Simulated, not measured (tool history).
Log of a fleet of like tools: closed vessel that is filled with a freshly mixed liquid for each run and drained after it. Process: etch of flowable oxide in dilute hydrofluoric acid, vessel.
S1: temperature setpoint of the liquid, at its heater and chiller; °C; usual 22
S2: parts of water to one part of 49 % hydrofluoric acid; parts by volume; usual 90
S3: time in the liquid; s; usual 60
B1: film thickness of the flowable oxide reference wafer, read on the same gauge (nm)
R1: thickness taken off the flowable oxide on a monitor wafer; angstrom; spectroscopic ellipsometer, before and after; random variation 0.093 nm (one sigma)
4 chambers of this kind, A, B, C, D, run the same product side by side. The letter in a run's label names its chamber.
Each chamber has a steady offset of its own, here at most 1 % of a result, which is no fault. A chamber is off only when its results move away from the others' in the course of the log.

run	hour	S1	S2	S3	B1	R1
1D	6.6	22	90	60	140.01	225.95
2A	12.8	22	90	60	139.98	229.18
# hour 14.9: chamber A: thermometer replaced
3C	18.2	22	90	60	139.99	227.41
4B	24.8	22	90	60	140	227.23
5B	31	22	90	60	139.98	225.14
6A	34.7	22	90	60	139.98	229.74
7C	39.7	22	90	60	140	229.6
8D	45.5	22	90	60	139.98	225.1
9C	50.5	22	90	60	139.96	227.79
10A	53.7	22	90	60	139.97	228.91
11D	56.8	22	90	60	140.01	228.2
12B	62.6	22	90	60	140.05	225.92
13C	67.4	22	90	60	139.99	230.31
14D	71	24.5	90	90	139.95	373.54
15A	76.3	24.5	90	90	140	381.46
16B	81.7	24.5	90	90	139.94	375.17
17C	86.9	24.5	90	90	140.02	385.51
18A	92.7	22	90	60	139.97	228.6
19D	96.4	22	90	60	139.99	225.17
20B	99.5	22	90	60	140.02	226.61
21A	103.8	22	90	60	140.01	228.25
22D	108	22	90	60	139.99	226.17
23B	111.2	22	90	60	139.99	226.03
24C	118	22	90	90	140.05	352.04
25D	123.9	22	90	90	140.06	340.78
26C	129.7	22	90	90	140.01	352.22
27A	134.8	22	90	90	139.99	344.19
28B	140.8	22	90	60	139.99	227.17
29D	145.1	22	90	60	139.97	225.43

All 4 chambers run these settings next. Forecast each chamber's results:
30A	150	22	90	60		?
30B	150	22	90	60		?
30C	150	22	90	60		?
30D	150	22	90	60		?

run	R1
30A	228.14
30B	226.14
30C	235.66
30D	227.72
